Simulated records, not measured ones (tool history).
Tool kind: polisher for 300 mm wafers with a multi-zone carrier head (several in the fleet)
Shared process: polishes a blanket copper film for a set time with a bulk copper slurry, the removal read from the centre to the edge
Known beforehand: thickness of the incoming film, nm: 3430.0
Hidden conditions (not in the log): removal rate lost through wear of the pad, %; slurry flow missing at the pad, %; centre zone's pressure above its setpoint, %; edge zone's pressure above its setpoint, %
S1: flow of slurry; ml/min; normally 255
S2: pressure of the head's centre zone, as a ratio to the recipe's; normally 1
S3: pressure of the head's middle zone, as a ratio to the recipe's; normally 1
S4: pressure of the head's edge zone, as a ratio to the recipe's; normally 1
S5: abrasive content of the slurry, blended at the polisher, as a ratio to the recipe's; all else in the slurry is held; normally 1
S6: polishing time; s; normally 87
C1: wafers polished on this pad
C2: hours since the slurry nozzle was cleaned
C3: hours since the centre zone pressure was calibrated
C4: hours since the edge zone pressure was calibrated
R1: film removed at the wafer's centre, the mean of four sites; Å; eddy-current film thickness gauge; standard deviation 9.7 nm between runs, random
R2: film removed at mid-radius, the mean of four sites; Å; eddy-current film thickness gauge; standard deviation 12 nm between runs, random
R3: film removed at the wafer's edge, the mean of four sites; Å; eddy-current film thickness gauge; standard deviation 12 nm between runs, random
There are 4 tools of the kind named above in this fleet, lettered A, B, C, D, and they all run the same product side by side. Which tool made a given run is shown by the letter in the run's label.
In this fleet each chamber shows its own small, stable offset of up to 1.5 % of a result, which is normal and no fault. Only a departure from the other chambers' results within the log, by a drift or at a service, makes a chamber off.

run     day   S1    S2   S3    S4    S5  S6    C1     C2     C3      C4      R1      R2      R3
      0.483  -- chamber D: worn pad replaced by a new one
 1D   0.596  255     1    1     1     1  87    21  695.4  919.1     131  9599.4  9139.9  9434.6
 2A   0.983  255     1    1     1     1  87   573  368.4  319.6    57.1  9350.2  9276.8  9348.3
      1.246  -- chamber D: centre zone pressure recalibrated
 3B   1.283  255     1    1     1     1  87   377   83.3  222.4  1136.1  9329.4  9435.1  9298.4
      1.358  -- chamber B: edge zone pressure recalibrated
 4C   1.596  255     1    1     1     1  87   781  110.8  608.2   444.7  9434.8  9114.8  9376.3
 5C   2.025  255     1    1     1     1  87   861  121.1  618.5     455  9254.2  9243.9  9490.3
 6A   2.371  255  0.93    1     1     1  76   832  401.7  352.9    90.4  7643.4  7755.4  8187.6
      2.738  -- chamber C: worn pad replaced by a new one
      2.946  -- chamber B: worn pad replaced by a new one
 7B    2.95  255  0.93    1     1     1  76     1  123.3  262.4    38.2  7451.8  8286.7  8331.5
 8D   3.396  255  0.93    1     1     1  76   543  762.6   51.7   198.2  7568.9  8256.7  8105.7
      3.679  -- chamber A: worn pad replaced by a new one
 9A   3.808  255  0.93    1     1     1  76    24  436.2  387.4   124.9  7609.4  8053.9  8242.7
      4.317  -- chamber D: worn pad replaced by a new one
10B   4.371  255     1    1     1     1  87   265  157.4  296.5    72.3  9290.2  9417.8  9350.6
11C   4.912  255     1    1     1  1.25  87   405  190.4  687.8   524.3  9687.1  9824.3  9808.9
12D   5.558  255     1    1     1  1.25  87   231  814.5  103.6   250.1  9918.4  9656.5  9891.3
      6.017  -- chamber A: slurry nozzle cleaned
13C   6.083  255     1    1     1  1.25  87   623  218.5  715.9   552.4  9749.4  9747.8   10064
      6.325  -- chamber B: worn pad replaced by a new one
14A   6.475  255     1    1     1  1.25  87   521   11.1  451.4   188.9  9694.2  9956.3  9707.4
15D   6.767  255     1    1     1     1  87   456  843.5  132.6   279.1  9546.8  9299.3  9388.3
16B   7.062  255     1    1     1     1  87   137    222  361.1   136.9  9308.4  9721.5  9436.9
17D   7.675  255     1    1     1     1  76   625  865.3  154.4   300.9  8289.1  7943.3  8204.3
18C   8.258  255     1    1     1     1  76  1029  270.7  768.1   604.6    8252  8137.2  8248.2
      8.262  -- chamber C: worn pad replaced by a new one
      8.379  -- chamber C: slurry nozzle cleaned
      8.442  -- chamber D: slurry nozzle cleaned
      8.629  -- chamber D: worn pad replaced by a new one
19B   8.925  255     1    1     1     1  76   484  266.7  405.8   181.6    7992  8279.6    8162
      9.271  -- chamber A: worn pad replaced by a new one
20A   9.525  255     1    1     1     1  76    47   84.3  524.6   262.1  8209.3  8201.3  8106.8
        9.9  -- chamber B: worn pad replaced by a new one
21D   9.904  255     1    1     1     1  87   237   35.2  207.9   354.4  9446.9  9485.1  9298.9
22C  10.442  255     1    1     1     1  87   406   49.6  820.5     657  9545.6  9313.2    9327
23B  11.062  255     1    1     1     1  87   216    318  457.1   232.9  9195.2  9422.9  9242.6
     11.188  -- chamber A: centre zone pressure recalibrated
24A  11.683  255  0.92    1     1     1  87   449  136.1   11.9   313.9  8711.9  9347.9  9579.5
25B  12.033  255  0.92    1     1     1  87   397  341.3  480.4   256.2  8221.9  9485.1  9240.1
     12.158  -- chamber C: edge zone pressure recalibrated
     12.338  -- chamber D: worn pad replaced by a new one
26C  12.396  255  0.92    1     1     1  87   770   96.5  867.4     5.7  8782.4  9220.1  9553.6
27D  12.892  255  0.92    1     1     1  87   103  106.9  279.6   426.1  8655.8  9472.9  9545.7
28A   13.35  255     1    1     1     1  87   760  176.1   51.9   353.9  9255.4  9149.4  9330.3
     13.542  -- chamber B: worn pad replaced by a new one
     13.596  -- chamber C: worn pad replaced by a new one
29A  13.858  255  1.08    1  0.93     1  87   854  188.3   64.1   366.1   10017    9447  8864.9
     13.883  -- chamber D: edge zone pressure recalibrated
     14.054  -- chamber C: centre zone pressure recalibrated
30B  14.479  255  1.08    1  0.93     1  87   175    400  539.1   314.9  9992.1  9377.3  8751.5
31C  14.829  255  1.08    1  0.93     1  87   230  154.9   18.7    64.1   10242  9482.5  9227.4
     15.033  -- chamber A: worn pad replaced by a new one
32D  15.371  255  1.08    1  0.93     1  87   565  166.4  339.1    35.7   10477    9493  9127.1
33A  15.858  255     1    1     1     1  87   154  236.3  112.1   414.1    9452  9159.2  9376.6
     15.996  -- chamber D: worn pad replaced by a new one
34D  16.362  255     1  1.1     1     1  87    68  190.2  362.9    59.5  9356.3   10213  9215.8
     16.967  -- chamber B: worn pad replaced by a new one
35B  17.004  255     1  1.1     1     1  87     7  460.6  599.7   375.5  9071.4  9851.4  9226.4
36C  17.654  255     1  1.1     1     1  87   756  222.7   86.5   131.9  9255.7   10139  9777.6
37A  17.979  255     1  1.1     1     1  87   549  287.2    163     465  9311.4  9945.7    9228
     17.996  -- chamber C: worn pad replaced by a new one
38C  18.429  255     1    1     1     1  87    80  241.3  105.1   150.5  9205.3  9377.4  9465.8
39B  18.954  255     1    1     1     1  87   370  507.4  646.5   422.3  8724.3  8975.1  9130.2
40D  19.475  255     1    1     1     1  87   648  264.9  437.6   134.2  9561.5  9364.2  9119.5

Is one chamber off against the others, does the gauge drift, or is nothing wrong? If a chamber is off, say which, and what the likeliest cause is.

One chamber, B, drifts off from the rest bit by bit.
Cause: slurry flow missing at the pad, % = 37.4.

Below are 4 candidate recipes for chamber B's next run, each the usual settings with a change, their results shown as question marks. Which of them brings B's results back in line with what the other chambers give on the usual settings?
Allowed miss from the other chambers' usual-settings mean, per result, to count as in line: R1 340 Å; R2 420 Å; R3 430 Å
41B-1  19.954  260  1.03  0.99  0.99   1  91                   ?   ?   ?
41B-2  19.954  265  1.06  0.98  0.99   1  95                   ?   ?   ?
41B-3  19.954  245  0.94  1.02  1.01   1  79                   ?   ?   ?
41B-4  19.954  250  0.97  1.01  1.01   1  83                   ?   ?   ?

Usual-settings mean across the other chambers: R1 9386.3 Å; R2 9303.8 Å; R3 9365.1 Å
  run      R1      R2      R3
41B-1  9427.8  9285.2  9311.7
41B-2   10194  9635.7  9746.6
41B-3  7311.4    8195  8100.6
41B-4  7986.4  8564.5  8535.6
It is 41B-1 that realigns the chamber with its peers.
